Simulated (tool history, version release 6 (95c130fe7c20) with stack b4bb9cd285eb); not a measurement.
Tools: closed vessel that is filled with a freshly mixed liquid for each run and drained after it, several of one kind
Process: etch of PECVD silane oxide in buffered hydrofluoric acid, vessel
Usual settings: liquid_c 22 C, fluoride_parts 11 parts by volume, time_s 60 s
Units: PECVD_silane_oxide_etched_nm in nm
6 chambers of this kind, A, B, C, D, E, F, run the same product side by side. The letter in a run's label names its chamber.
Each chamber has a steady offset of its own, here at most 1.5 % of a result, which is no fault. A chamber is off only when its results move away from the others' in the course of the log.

run,hour,liquid_c,fluoride_parts,time_s,"read-back film thickness of the PECVD silane oxide reference wafer, read on the same gauge (nm)",PECVD_silane_oxide_etched_nm
1E,13.5,22,11,60,110,119.93
2F,21.3,22,11,60,109.99,122.47
3C,29.3,22,11,60,110,122.53
4A,41.6,22,11,60,109.99,123.88
5B,48.1,22,11,60,109.98,123.8
6D,57.1,22,11,60,110.01,121.71
7C,66.2,22,11,60,109.99,122.59
# hour 76.5: chamber F: thermometer replaced
8F,76.7,22,11,60,110,122.23
# hour 77.3: chamber A: thermometer replaced
9E,88.1,22,11,60,110,121.44
# hour 88.9: chamber D: thermometer replaced
10D,98.1,22,11,60,109.99,120.38
# hour 110.3: chamber E: hydrofluoric acid flow meter replaced
11A,111.5,22,11,60,109.99,124.11
12B,120.2,22,11,60,110,122.5
13D,132.8,22,11,60,110.01,122.31
14A,139.2,22,11,60,110,120.03
# hour 141.3: chamber B: hydrofluoric acid flow meter replaced
15C,151.5,22,11,60,110,122.18
16F,164.1,22,11,60,110,123.38
17B,170.7,22,11,60,110.02,124.95
18E,182.8,22,11,60,109.98,119.11
19F,192.5,22,11,60,110,122.72
20B,202.5,22,11,60,110,123.54
21D,216.2,22,11,60,109.98,122.74
22C,227.7,22,11,60,109.99,122.33
23A,234.4,22,11,60,109.99,123.62
# hour 239.8: chamber F: hydrofluoric acid flow meter replaced
24E,246.3,22,11,60,109.99,119.93
25A,258.3,22,11,60,110,122.39
26C,268.6,22,11,60,110.01,125.32
27B,274.6,19.5,11,60,110.01,106.28
28E,283.9,19.5,11,60,110,105.59
29F,294.3,19.5,11,60,109.99,106.71
30D,302.6,19.5,11,60,110,105.67
31D,311.3,19.5,11,60,109.98,105.09
32B,319,19.5,11,60,109.99,107.07
33C,327.3,22,11,35,109.99,71.652
34E,335.2,22,11,35,110,70.773
35F,342.1,22,11,35,110,70.425
36A,350.2,22,11,35,110.01,70.008
37A,358.5,22,11,35,110,71.567
38C,365.7,22,11,35,110.01,71.203
39D,377.4,22,11,60,110,120.94

What goes on in this fleet: one chamber off, a drifting gauge, or nothing beyond the chambers' own small offsets? Name the chamber and the cause, if any.

No chamber stands off beyond its own small offset, and the gauge holds steady.
